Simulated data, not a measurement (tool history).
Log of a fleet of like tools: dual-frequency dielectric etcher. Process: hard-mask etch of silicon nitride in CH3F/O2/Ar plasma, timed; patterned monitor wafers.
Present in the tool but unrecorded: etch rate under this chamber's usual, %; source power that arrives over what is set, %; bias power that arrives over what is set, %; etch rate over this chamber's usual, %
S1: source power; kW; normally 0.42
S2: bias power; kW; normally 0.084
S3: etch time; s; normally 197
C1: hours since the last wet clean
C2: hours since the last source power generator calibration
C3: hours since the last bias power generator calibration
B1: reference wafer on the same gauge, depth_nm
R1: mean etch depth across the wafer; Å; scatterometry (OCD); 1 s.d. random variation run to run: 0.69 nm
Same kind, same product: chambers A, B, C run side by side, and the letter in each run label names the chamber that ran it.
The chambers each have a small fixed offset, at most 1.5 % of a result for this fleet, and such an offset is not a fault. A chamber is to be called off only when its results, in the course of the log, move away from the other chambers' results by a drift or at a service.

run    day    S1     S2   S3     C1      C2      C3      B1      R1
 1A  0.183  0.42  0.084  197  292.4  1180.3  1515.7  122.91    1473
 2B  0.362  0.42  0.084  197    157  1702.2  1167.6  122.78  1494.6
 3C  0.562  0.42  0.084  197  248.5  1949.2   948.1  123.07  1479.8
 4B  0.733  0.42  0.084  197  165.9  1711.1  1176.5  122.88    1491
 5C  0.988  0.42  0.084  197  258.7  1959.4   958.3  122.98  1488.2
 6A  1.129  0.42  0.084  197  315.1    1203  1538.4  122.88  1468.9
 7A  1.283  0.42  0.084  197  318.8  1206.7  1542.1   123.1  1463.9
 8C  1.508  0.42  0.084  197  271.2  1971.9   970.8  122.92  1474.6
 9B  1.733  0.42  0.084  197  189.9  1735.1  1200.5  123.04  1493.5
10C  1.938  0.42  0.084  197  281.5  1982.2   981.1  122.81  1507.4
11B  2.162  0.42  0.084  197  200.2  1745.4  1210.8  123.02  1476.3
12A  2.354  0.42  0.084  197  344.5  1232.4  1567.8  123.09  1458.4
13C  2.558  0.51  0.084  197  296.4  1997.1     996  123.01  1597.1
     2.617  -- chamber A: wet clean of the chamber
14B  2.804  0.51  0.084  197  215.6  1760.8  1226.2  122.98  1592.8
15A      3  0.51  0.084  197    9.2  1247.9  1583.3  122.93  1591.6
16B   3.15  0.42  0.084  197  223.9  1769.1  1234.5  123.08  1460.1
17A  3.312  0.42  0.084  197   16.7  1255.4  1590.8  123.01  1470.7
18C  3.462  0.42  0.067  197  318.1  2018.8  1017.7  123.06  1376.1
19B  3.617  0.42  0.067  197  235.1  1780.3  1245.7  122.96  1366.1
20C  3.833  0.42  0.067  197    327  2027.7  1026.6  123.12  1387.5
21A  3.967  0.36  0.072  197   32.4  1271.1  1606.5  122.92  1318.1
22B  4.192  0.36  0.072  197  248.9  1794.1  1259.5  122.91  1319.6
23C  4.354  0.36  0.072  197  339.5  2040.2  1039.1  122.96  1321.9
24A  4.612  0.42  0.084  197   47.9  1286.6    1622  123.13  1470.5
25C  4.858  0.42  0.084  197  351.6  2052.3  1051.2  123.08  1503.7
26B  5.029  0.42  0.084  197    269  1814.2  1279.6  122.98  1463.8
27A  5.288  0.42  0.084  197   64.1  1302.8  1638.2   122.9  1471.1
28C  5.508   0.5  0.084  197  367.2  2067.9  1066.8  122.96    1599
29B  5.683   0.5  0.084  197  284.7  1829.9  1295.3  123.03  1556.9
30A  5.883   0.5  0.084  197   78.4  1317.1  1652.5  122.92  1571.2
31C  6.046  0.42  0.084  197  380.1  2080.8  1079.7  123.03  1480.8
32A  6.288  0.42  0.084  159   88.1  1326.8  1662.2  123.12  1186.4
33B  6.442  0.42  0.084  159  302.9  1848.1  1313.5  122.97  1173.3
34A  6.588  0.42  0.084  159   95.3    1334  1669.4  122.98  1189.4
35C  6.754  0.42  0.084  197  397.1  2097.8  1096.7  122.95  1496.7
36B  6.942  0.42  0.084  197  314.9  1860.1  1325.5  123.04  1456.4
37A  7.179  0.42  0.084  197  109.5  1348.2  1683.6  123.02    1475
38C  7.317  0.42  0.084  197  410.6  2111.3  1110.2     123  1500.5

All 3 chambers run these settings next. Forecast each chamber's results:
39A  7.504  0.42  0.103  197                   ?
39B  7.504  0.42  0.103  197                   ?
39C  7.504  0.42  0.103  197                   ?

run      R1
39A  1585.6
39B  1545.7
39C  1604.4
